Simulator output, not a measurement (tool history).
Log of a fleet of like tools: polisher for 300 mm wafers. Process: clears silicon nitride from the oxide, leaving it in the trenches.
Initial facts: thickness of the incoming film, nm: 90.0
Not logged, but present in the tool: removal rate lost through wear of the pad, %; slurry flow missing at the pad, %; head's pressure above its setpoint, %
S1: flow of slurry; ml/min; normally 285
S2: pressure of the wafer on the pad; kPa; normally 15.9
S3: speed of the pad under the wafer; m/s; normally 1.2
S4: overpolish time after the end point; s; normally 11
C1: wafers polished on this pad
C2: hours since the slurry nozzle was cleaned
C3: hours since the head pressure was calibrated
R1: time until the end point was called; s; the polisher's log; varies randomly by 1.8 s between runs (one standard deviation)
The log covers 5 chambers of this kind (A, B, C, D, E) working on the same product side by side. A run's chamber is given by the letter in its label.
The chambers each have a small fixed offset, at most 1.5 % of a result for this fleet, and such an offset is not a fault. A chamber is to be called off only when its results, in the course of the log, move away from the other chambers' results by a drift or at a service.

| run | hour | S1 | S2 | S3 | S4 | C1 | C2 | C3 | R1 |
|---|---|---|---|---|---|---|---|---|---|
|  | 5.7 | chamber C: slurry nozzle cleaned |
| 1D | 7.8 | 285 | 15.9 | 1.2 | 11 | 259 | 121.1 | 855.7 | 95.418 |
| 2B | 12.3 | 285 | 15.9 | 1.2 | 11 | 845 | 477.3 | 593.7 | 90.102 |
|  | 12.5 | chamber A: slurry nozzle cleaned |
| 3E | 17.6 | 285 | 15.9 | 1.2 | 11 | 640 | 63.9 | 149.7 | 93.048 |
|  | 20.9 | chamber B: worn pad replaced by a new one |
| 4A | 27.3 | 285 | 15.9 | 1.2 | 11 | 431 | 14.9 | 583.5 | 89.820 |
| 5C | 35.6 | 285 | 15.9 | 1.2 | 11 | 429 | 29.9 | 190.3 | 91.250 |
|  | 36.7 | chamber E: worn pad replaced by a new one |
| 6E | 42.0 | 285 | 12.4 | 1.2 | 14 | 49 | 88.3 | 174.1 | 114.600 |
| 7A | 49.3 | 285 | 12.4 | 1.2 | 14 | 635 | 36.9 | 605.5 | 118.170 |
|  | 49.4 | chamber A: head pressure recalibrated |
| 8C | 56.5 | 285 | 12.4 | 1.2 | 14 | 623 | 50.8 | 211.2 | 115.550 |
|  | 60.0 | chamber D: worn pad replaced by a new one |
| 9D | 63.6 | 285 | 12.4 | 1.2 | 14 | 33 | 176.9 | 911.5 | 121.530 |
|  | 64.0 | chamber C: worn pad replaced by a new one |
|  | 69.5 | chamber A: worn pad replaced by a new one |
| 10B | 73.7 | 285 | 12.4 | 1.2 | 14 | 490 | 538.7 | 655.1 | 114.900 |
| 11E | 80.3 | 285 | 15.9 | 1.4 | 11 | 405 | 126.6 | 212.4 | 76.761 |
| 12B | 87.0 | 285 | 15.9 | 1.4 | 11 | 613 | 552.0 | 668.4 | 80.595 |
| 13A | 94.8 | 285 | 15.9 | 1.4 | 11 | 235 | 82.4 | 45.5 | 80.431 |
| 14D | 100.8 | 285 | 15.9 | 1.4 | 11 | 378 | 214.1 | 948.7 | 79.655 |
| 15C | 110.0 | 285 | 15.9 | 1.4 | 11 | 427 | 104.3 | 264.7 | 82.788 |
| 16E | 116.0 | 285 | 15.9 | 1.2 | 11 | 736 | 162.3 | 248.1 | 91.624 |
| 17D | 126.1 | 285 | 15.9 | 1.2 | 11 | 613 | 239.4 | 974.0 | 92.200 |
|  | 126.4 | chamber E: worn pad replaced by a new one |
| 18A | 133.2 | 285 | 13.1 | 1.2 | 14 | 591 | 120.8 | 83.9 | 110.500 |
|  | 133.6 | chamber B: worn pad replaced by a new one |
|  | 134.7 | chamber D: worn pad replaced by a new one |
| 19B | 139.6 | 285 | 13.1 | 1.2 | 14 | 55 | 604.6 | 721.0 | 113.630 |
| 20C | 145.0 | 285 | 13.1 | 1.2 | 14 | 751 | 139.3 | 299.7 | 109.110 |
|  | 145.5 | chamber C: worn pad replaced by a new one |
| 21D | 152.7 | 285 | 13.1 | 1.2 | 14 | 167 | 266.0 | 1000.6 | 114.020 |
|  | 155.5 | chamber A: worn pad replaced by a new one |
| 22E | 157.9 | 285 | 13.1 | 1.2 | 14 | 292 | 204.2 | 290.0 | 109.700 |
| 23B | 165.6 | 285 | 15.9 | 1.2 | 11 | 297 | 630.6 | 747.0 | 89.665 |
| 24A | 171.8 | 285 | 15.9 | 1.2 | 11 | 151 | 159.4 | 122.5 | 95.460 |
| 25C | 181.3 | 285 | 15.9 | 1.2 | 11 | 332 | 175.6 | 336.0 | 94.324 |
| 26C | 191.4 | 285 | 15.9 | 1.2 | 11 | 426 | 185.7 | 346.1 | 92.432 |
| 27A | 200.2 | 205 | 13.8 | 1.2 | 11 | 414 | 187.8 | 150.9 | 107.410 |
| 28E | 205.9 | 205 | 13.8 | 1.2 | 11 | 738 | 252.2 | 338.0 | 107.230 |
|  | 211.6 | chamber E: worn pad replaced by a new one |
| 29B | 212.4 | 205 | 13.8 | 1.2 | 11 | 731 | 677.4 | 793.8 | 112.750 |
| 30D | 217.2 | 205 | 13.8 | 1.2 | 11 | 765 | 330.5 | 1065.1 | 111.980 |
| 31E | 224.9 | 205 | 13.8 | 1.2 | 11 | 123 | 271.2 | 357.0 | 107.260 |
|  | 226.0 | chamber D: worn pad replaced by a new one |
| 32D | 234.7 | 285 | 15.9 | 1.2 | 11 | 81 | 348.0 | 1082.6 | 92.213 |

Does one chamber stand apart from the rest, does the shared gauge drift, or is all well apart from small per-chamber offsets? Give the chamber and the most likely cause, where there is one.

No chamber is off and the gauge is stable; the differences are just each chamber's small, constant offset.

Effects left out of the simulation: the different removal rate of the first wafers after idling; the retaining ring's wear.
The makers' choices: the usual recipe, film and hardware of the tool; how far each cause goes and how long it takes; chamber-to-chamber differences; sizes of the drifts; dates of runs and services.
